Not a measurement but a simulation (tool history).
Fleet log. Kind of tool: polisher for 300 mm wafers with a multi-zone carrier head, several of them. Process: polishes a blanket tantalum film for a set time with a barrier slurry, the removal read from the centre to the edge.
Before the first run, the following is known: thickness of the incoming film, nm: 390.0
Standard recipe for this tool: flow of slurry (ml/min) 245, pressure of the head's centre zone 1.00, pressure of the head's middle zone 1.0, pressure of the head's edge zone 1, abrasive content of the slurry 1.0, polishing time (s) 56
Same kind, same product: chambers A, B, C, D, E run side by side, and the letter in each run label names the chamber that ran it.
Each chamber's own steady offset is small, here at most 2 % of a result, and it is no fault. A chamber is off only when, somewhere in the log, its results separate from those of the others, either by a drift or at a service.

| run | hour | flow of slurry (ml/min) | pressure of the head's centre zone | pressure of the head's middle zone | pressure of the head's edge zone | abrasive content of the slurry | polishing time (s) | wafers polished on this pad | hours since the slurry nozzle was cleaned | hours since the centre zone pressure was calibrated | hours since the edge zone pressure was calibrated | film removed at the wafer's centre (angstrom) | film removed at mid-radius (angstrom) | film removed at the wafer's edge (angstrom) |
|---|---|---|---|---|---|---|---|---|---|---|---|---|---|---|
| 1D | 9.4 | 245 | 1.00 | 1.0 | 1 | 1.0 | 56 | 710 | 359.6 | 957.6 | 339.9 | 904.62 | 899.98 | 890.77 |
| 2C | 17.2 | 245 | 1.00 | 1.0 | 1 | 1.0 | 56 | 414 | 162.9 | 361.1 | 234.6 | 890.03 | 903.88 | 901.34 |
|  | 17.8 | chamber B: worn pad replaced by a new one |
| 3B | 22.9 | 245 | 1.00 | 1.0 | 1 | 1.0 | 56 | 71 | 440.4 | 214.0 | 726.8 | 892.91 | 885.57 | 894.99 |
| 4E | 27.9 | 245 | 1.00 | 1.0 | 1 | 1.0 | 56 | 389 | 142.0 | 645.1 | 457.1 | 925.84 | 907.94 | 888.54 |
|  | 33.0 | chamber A: worn pad replaced by a new one |
|  | 34.6 | chamber D: worn pad replaced by a new one |
| 5A | 35.4 | 245 | 1.00 | 1.0 | 1 | 1.0 | 56 | 33 | 67.0 | 265.1 | 356.3 | 898.69 | 908.69 | 912.17 |
| 6E | 40.0 | 245 | 1.00 | 1.0 | 1 | 1.0 | 56 | 557 | 154.1 | 657.2 | 469.2 | 891.84 | 892.50 | 882.11 |
| 7D | 44.9 | 245 | 1.00 | 1.0 | 1 | 1.0 | 56 | 143 | 395.1 | 993.1 | 375.4 | 907.30 | 904.22 | 898.07 |
|  | 46.6 | chamber C: worn pad replaced by a new one |
| 8A | 53.9 | 245 | 1.00 | 1.0 | 1 | 1.0 | 56 | 290 | 85.5 | 283.6 | 374.8 | 902.57 | 914.86 | 909.05 |
|  | 54.7 | chamber E: worn pad replaced by a new one |
|  | 56.6 | chamber D: edge zone pressure recalibrated |
| 9C | 63.7 | 245 | 1.00 | 1.0 | 1 | 1.0 | 56 | 237 | 209.4 | 407.6 | 281.1 | 875.35 | 919.08 | 901.07 |
| 10B | 68.4 | 245 | 1.00 | 1.0 | 1 | 1.0 | 56 | 702 | 485.9 | 259.5 | 772.3 | 902.41 | 885.07 | 877.72 |
| 11A | 73.6 | 245 | 1.00 | 1.0 | 1 | 1.0 | 56 | 563 | 105.2 | 303.3 | 394.5 | 900.15 | 908.08 | 930.45 |
|  | 80.4 | chamber B: worn pad replaced by a new one |
| 12D | 81.0 | 245 | 1.00 | 1.0 | 1 | 1.0 | 56 | 643 | 431.2 | 1029.2 | 24.4 | 936.62 | 896.32 | 888.01 |
| 13E | 86.1 | 245 | 1.00 | 1.0 | 1 | 1.0 | 56 | 436 | 200.2 | 703.3 | 515.3 | 873.18 | 909.74 | 886.73 |
| 14B | 91.1 | 245 | 1.00 | 1.0 | 1 | 1.0 | 56 | 148 | 508.6 | 282.2 | 795.0 | 901.63 | 894.51 | 879.27 |
|  | 94.5 | chamber A: worn pad replaced by a new one |
| 15C | 100.0 | 245 | 1.00 | 1.0 | 1 | 1.0 | 56 | 741 | 245.7 | 443.9 | 317.4 | 881.00 | 904.38 | 919.27 |
|  | 103.8 | chamber C: worn pad replaced by a new one |
| 16D | 109.5 | 245 | 1.00 | 1.0 | 1 | 1.0 | 56 | 1039 | 459.7 | 1057.7 | 52.9 | 896.60 | 899.05 | 891.98 |
|  | 115.6 | chamber E: worn pad replaced by a new one |
|  | 118.3 | chamber D: worn pad replaced by a new one |
| 17E | 118.8 | 245 | 1.00 | 1.0 | 1 | 1.0 | 56 | 44 | 232.9 | 736.0 | 548.0 | 895.46 | 904.04 | 891.98 |
| 18A | 127.7 | 245 | 1.00 | 1.0 | 1 | 1.0 | 56 | 460 | 159.3 | 357.4 | 448.6 | 890.71 | 907.08 | 912.50 |
| 19B | 134.3 | 245 | 1.00 | 1.0 | 1 | 1.0 | 56 | 748 | 551.8 | 325.4 | 838.2 | 906.80 | 900.07 | 868.76 |
|  | 135.5 | chamber A: edge zone pressure recalibrated |
| 20C | 144.0 | 245 | 1.00 | 1.0 | 1 | 1.0 | 56 | 558 | 289.7 | 487.9 | 361.4 | 885.01 | 902.98 | 913.04 |
|  | 145.9 | chamber B: worn pad replaced by a new one |
| 21A | 152.1 | 245 | 1.00 | 1.0 | 1 | 1.0 | 56 | 799 | 183.7 | 381.8 | 16.6 | 902.63 | 902.75 | 919.34 |
|  | 156.4 | chamber A: worn pad replaced by a new one |
| 22B | 160.7 | 245 | 1.00 | 1.0 | 1 | 1.0 | 56 | 205 | 578.2 | 351.8 | 864.6 | 904.43 | 870.90 | 889.45 |
|  | 165.3 | chamber C: worn pad replaced by a new one |
| 23C | 169.0 | 245 | 0.95 | 1.0 | 1 | 1.0 | 56 | 51 | 314.7 | 512.9 | 386.4 | 780.95 | 900.07 | 907.77 |
| 24E | 179.3 | 245 | 0.95 | 1.0 | 1 | 1.0 | 56 | 883 | 293.4 | 796.5 | 608.5 | 850.34 | 903.75 | 880.08 |
|  | 181.0 | chamber E: worn pad replaced by a new one |
| 25D | 185.3 | 245 | 0.95 | 1.0 | 1 | 1.0 | 56 | 930 | 535.5 | 1133.5 | 128.7 | 854.17 | 906.54 | 890.97 |
|  | 189.2 | chamber B: slurry nozzle cleaned |
|  | 192.5 | chamber D: worn pad replaced by a new one |
| 26A | 195.4 | 245 | 0.95 | 1.0 | 1 | 1.0 | 56 | 541 | 227.0 | 425.1 | 59.9 | 874.53 | 904.50 | 896.97 |
|  | 203.2 | chamber B: worn pad replaced by a new one |
| 27D | 205.0 | 245 | 0.95 | 1.0 | 1 | 1.0 | 56 | 173 | 555.2 | 1153.2 | 148.4 | 849.86 | 895.54 | 876.23 |
| 28E | 210.8 | 245 | 1.00 | 0.9 | 1 | 0.9 | 56 | 413 | 324.9 | 828.0 | 640.0 | 865.11 | 798.09 | 883.98 |
| 29C | 219.0 | 245 | 1.00 | 0.9 | 1 | 0.9 | 56 | 745 | 364.7 | 562.9 | 436.4 | 824.69 | 790.41 | 861.92 |
|  | 221.2 | chamber A: worn pad replaced by a new one |
|  | 221.6 | chamber D: centre zone pressure recalibrated |
|  | 221.8 | chamber A: slurry nozzle cleaned |
|  | 227.1 | chamber C: worn pad replaced by a new one |
| 30B | 227.9 | 245 | 1.00 | 0.9 | 1 | 0.9 | 56 | 343 | 38.7 | 419.0 | 931.8 | 870.16 | 787.70 | 845.38 |
| 31E | 232.5 | 245 | 1.00 | 0.9 | 1 | 0.9 | 56 | 714 | 346.6 | 849.7 | 661.7 | 871.42 | 789.32 | 868.58 |
| 32D | 238.5 | 245 | 1.00 | 0.9 | 1 | 0.9 | 56 | 638 | 588.7 | 17.0 | 181.9 | 886.56 | 806.48 | 868.20 |
| 33C | 247.0 | 245 | 1.00 | 1.0 | 1 | 1.0 | 56 | 276 | 392.7 | 590.9 | 464.4 | 826.70 | 902.80 | 924.26 |
|  | 247.6 | chamber E: worn pad replaced by a new one |
| 34A | 255.6 | 245 | 1.00 | 1.0 | 1 | 1.0 | 56 | 477 | 33.8 | 485.3 | 120.1 | 894.76 | 895.70 | 910.12 |
|  | 261.1 | chamber B: worn pad replaced by a new one |
| 35B | 265.5 | 245 | 1.00 | 1.0 | 1 | 1.0 | 56 | 61 | 76.3 | 456.6 | 969.4 | 916.66 | 881.85 | 872.21 |
| 36B | 271.6 | 245 | 1.00 | 1.0 | 1 | 1.0 | 56 | 145 | 82.4 | 462.7 | 975.5 | 895.96 | 888.66 | 876.51 |
| 37C | 281.6 | 245 | 1.00 | 1.0 | 1 | 1.2 | 56 | 756 | 427.3 | 625.5 | 499.0 | 840.89 | 956.42 | 945.47 |
| 38E | 291.6 | 245 | 1.00 | 1.0 | 1 | 1.2 | 56 | 611 | 405.7 | 908.8 | 720.8 | 954.00 | 947.35 | 937.46 |

All 5 chambers run these settings next. Forecast each chamber's results:
| 39A | 299.1 | 245 | 0.92 | 1.0 | 1 | 1.0 | 56 |  |  |  |  | ? | ? | ? |
| 39B | 299.1 | 245 | 0.92 | 1.0 | 1 | 1.0 | 56 |  |  |  |  | ? | ? | ? |
| 39C | 299.1 | 245 | 0.92 | 1.0 | 1 | 1.0 | 56 |  |  |  |  | ? | ? | ? |
| 39D | 299.1 | 245 | 0.92 | 1.0 | 1 | 1.0 | 56 |  |  |  |  | ? | ? | ? |
| 39E | 299.1 | 245 | 0.92 | 1.0 | 1 | 1.0 | 56 |  |  |  |  | ? | ? | ? |

| run | film removed at the wafer's centre (angstrom) | film removed at mid-radius (angstrom) | film removed at the wafer's edge (angstrom) |
|---|---|---|---|
| 39A | 847.50 | 904.55 | 922.24 |
| 39B | 830.64 | 887.19 | 895.34 |
| 39C | 731.96 | 897.48 | 894.75 |
| 39D | 798.25 | 896.27 | 882.68 |
| 39E | 814.43 | 901.56 | 883.20 |

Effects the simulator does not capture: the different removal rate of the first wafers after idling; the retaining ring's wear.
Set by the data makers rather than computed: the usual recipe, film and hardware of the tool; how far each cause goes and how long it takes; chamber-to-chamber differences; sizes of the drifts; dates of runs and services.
